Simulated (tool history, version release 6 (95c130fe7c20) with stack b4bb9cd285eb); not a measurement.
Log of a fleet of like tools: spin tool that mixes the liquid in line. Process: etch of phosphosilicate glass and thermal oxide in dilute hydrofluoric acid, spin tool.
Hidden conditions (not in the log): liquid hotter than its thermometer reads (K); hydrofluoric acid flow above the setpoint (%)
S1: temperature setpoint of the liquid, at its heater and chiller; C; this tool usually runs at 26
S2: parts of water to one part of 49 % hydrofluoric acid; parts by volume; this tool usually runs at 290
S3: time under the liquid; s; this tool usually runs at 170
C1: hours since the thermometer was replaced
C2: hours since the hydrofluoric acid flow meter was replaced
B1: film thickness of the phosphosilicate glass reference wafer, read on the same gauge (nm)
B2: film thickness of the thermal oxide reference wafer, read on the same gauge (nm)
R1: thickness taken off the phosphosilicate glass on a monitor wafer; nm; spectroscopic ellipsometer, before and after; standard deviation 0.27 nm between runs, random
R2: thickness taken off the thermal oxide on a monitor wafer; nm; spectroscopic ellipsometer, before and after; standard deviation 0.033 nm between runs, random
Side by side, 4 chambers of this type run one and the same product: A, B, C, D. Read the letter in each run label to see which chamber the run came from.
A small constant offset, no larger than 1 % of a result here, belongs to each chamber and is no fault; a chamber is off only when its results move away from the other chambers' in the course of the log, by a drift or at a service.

{"run": "1D", "hour": 10.0, "S1": 26, "S2": 290, "S3": 170, "C1": 518.4, "C2": 878.8, "B1": 50.013, "B2": 49.994, "R1": 53.362, "R2": 2.3374}
{"run": "2B", "hour": 19.0, "S1": 26, "S2": 290, "S3": 170, "C1": 1588.1, "C2": 828.4, "B1": 49.981, "B2": 50.038, "R1": 53.901, "R2": 2.2949}
{"run": "3C", "hour": 30.6, "S1": 26, "S2": 290, "S3": 170, "C1": 1885.9, "C2": 82, "B1": 49.997, "B2": 49.984, "R1": 53.652, "R2": 2.3138}
{"run": "4A", "hour": 36.9, "S1": 26, "S2": 290, "S3": 170, "C1": 2360.3, "C2": 567.3, "B1": 50.013, "B2": 49.994, "R1": 53.396, "R2": 2.2641}
{"run": "5A", "hour": 48.5, "S1": 22, "S2": 290, "S3": 95, "C1": 2371.9, "C2": 578.9, "B1": 50.002, "B2": 50.024, "R1": 26.07, "R2": 1.0925}
{"run": "6C", "hour": 56.6, "S1": 22, "S2": 290, "S3": 95, "C1": 1911.9, "C2": 108, "B1": 50.008, "B2": 50.004, "R1": 26.114, "R2": 1.1381}
{"run": "7B", "hour": 63.6, "S1": 22, "S2": 290, "S3": 95, "C1": 1632.7, "C2": 873, "B1": 49.994, "B2": 49.994, "R1": 26.191, "R2": 1.123}
{"run": "8D", "hour": 73.5, "S1": 22, "S2": 290, "S3": 95, "C1": 581.9, "C2": 942.3, "B1": 49.998, "B2": 49.988, "R1": 25.96, "R2": 1.1411}
{"run": "9C", "hour": 82.9, "S1": 26, "S2": 290, "S3": 170, "C1": 1938.2, "C2": 134.3, "B1": 49.988, "B2": 50.017, "R1": 53.232, "R2": 2.3073}
{"hour": 87.0, "done": "chamber C: thermometer replaced"}
{"run": "10A", "hour": 90.3, "S1": 26, "S2": 170, "S3": 235, "C1": 2413.7, "C2": 620.7, "B1": 50.011, "B2": 50.013, "R1": 144.16, "R2": 6.256}
{"run": "11B", "hour": 96.4, "S1": 26, "S2": 170, "S3": 235, "C1": 1665.5, "C2": 905.8, "B1": 49.994, "B2": 49.96, "R1": 142.53, "R2": 6.2947}
{"run": "12D", "hour": 103.7, "S1": 26, "S2": 170, "S3": 235, "C1": 612.1, "C2": 972.5, "B1": 50.013, "B2": 50.039, "R1": 142.68, "R2": 6.1984}
{"run": "13C", "hour": 114.1, "S1": 26, "S2": 170, "S3": 235, "C1": 27.2, "C2": 165.5, "B1": 50.012, "B2": 49.965, "R1": 141.02, "R2": 6.1781}
{"run": "14A", "hour": 121.1, "S1": 26, "S2": 290, "S3": 170, "C1": 2444.5, "C2": 651.5, "B1": 49.997, "B2": 50.004, "R1": 53.127, "R2": 2.335}
{"run": "15B", "hour": 128.3, "S1": 26, "S2": 290, "S3": 170, "C1": 1697.4, "C2": 937.7, "B1": 49.988, "B2": 49.946, "R1": 53.967, "R2": 2.3195}
{"run": "16D", "hour": 135.5, "S1": 26, "S2": 290, "S3": 170, "C1": 643.9, "C2": 1004.3, "B1": 50, "B2": 49.999, "R1": 53.422, "R2": 2.3193}
{"run": "17D", "hour": 143.6, "S1": 26, "S2": 290, "S3": 170, "C1": 652, "C2": 1012.4, "B1": 50.001, "B2": 50.032, "R1": 53.101, "R2": 2.3442}
{"run": "18A", "hour": 152.5, "S1": 26, "S2": 290, "S3": 170, "C1": 2475.9, "C2": 682.9, "B1": 49.998, "B2": 50.004, "R1": 53.554, "R2": 2.3191}
{"run": "19C", "hour": 158.3, "S1": 26, "S2": 290, "S3": 170, "C1": 71.4, "C2": 209.7, "B1": 49.995, "B2": 50.012, "R1": 53.272, "R2": 2.2811}
{"run": "20B", "hour": 164.6, "S1": 26, "S2": 290, "S3": 170, "C1": 1733.7, "C2": 974, "B1": 49.991, "B2": 50.01, "R1": 54.1, "R2": 2.2639}
{"run": "21D", "hour": 176.1, "S1": 26, "S2": 290, "S3": 170, "C1": 684.5, "C2": 1044.9, "B1": 49.983, "B2": 49.998, "R1": 53.766, "R2": 2.2975}
{"run": "22C", "hour": 185.8, "S1": 26, "S2": 290, "S3": 170, "C1": 98.9, "C2": 237.2, "B1": 49.996, "B2": 50.029, "R1": 53.704, "R2": 2.3002}
{"run": "23B", "hour": 197.2, "S1": 26, "S2": 290, "S3": 170, "C1": 1766.3, "C2": 1006.6, "B1": 50.003, "B2": 49.971, "R1": 53.497, "R2": 2.298}
{"run": "24A", "hour": 205.2, "S1": 23.5, "S2": 290, "S3": 75, "C1": 2528.6, "C2": 735.6, "B1": 50.002, "B2": 50.007, "R1": 21.452, "R2": 0.93087}
{"run": "25D", "hour": 211.1, "S1": 23.5, "S2": 290, "S3": 75, "C1": 719.5, "C2": 1079.9, "B1": 49.992, "B2": 49.987, "R1": 21.793, "R2": 0.90848}
{"run": "26A", "hour": 217.7, "S1": 23.5, "S2": 290, "S3": 75, "C1": 2541.1, "C2": 748.1, "B1": 50.004, "B2": 50.015, "R1": 21.481, "R2": 0.90384}
{"run": "27C", "hour": 230.8, "S1": 23.5, "S2": 290, "S3": 75, "C1": 143.9, "C2": 282.2, "B1": 49.995, "B2": 49.977, "R1": 21.539, "R2": 0.94481}
{"run": "28B", "hour": 238.1, "S1": 23.5, "S2": 290, "S3": 170, "C1": 1807.2, "C2": 1047.5, "B1": 50.005, "B2": 49.99, "R1": 49.272, "R2": 2.1181}
{"run": "29C", "hour": 249.2, "S1": 23.5, "S2": 290, "S3": 170, "C1": 162.3, "C2": 300.6, "B1": 49.993, "B2": 49.962, "R1": 48.626, "R2": 2.1397}
{"run": "30A", "hour": 261.7, "S1": 23.5, "S2": 290, "S3": 170, "C1": 2585.1, "C2": 792.1, "B1": 49.989, "B2": 50.001, "R1": 49.139, "R2": 2.0728}

Next, every chamber runs the same settings. What will each give?
{"run": "31A", "hour": 271.3, "S1": 23, "S2": 290, "S3": 170, "R1": "?", "R2": "?"}
{"run": "31B", "hour": 271.3, "S1": 23, "S2": 290, "S3": 170, "R1": "?", "R2": "?"}
{"run": "31C", "hour": 271.3, "S1": 23, "S2": 290, "S3": 170, "R1": "?", "R2": "?"}
{"run": "31D", "hour": 271.3, "S1": 23, "S2": 290, "S3": 170, "R1": "?", "R2": "?"}

run=31A R1=48.292 R2=2.0616
run=31B R1=48.735 R2=2.0577
run=31C R1=48.078 R2=2.0759
run=31D R1=47.889 R2=2.0928

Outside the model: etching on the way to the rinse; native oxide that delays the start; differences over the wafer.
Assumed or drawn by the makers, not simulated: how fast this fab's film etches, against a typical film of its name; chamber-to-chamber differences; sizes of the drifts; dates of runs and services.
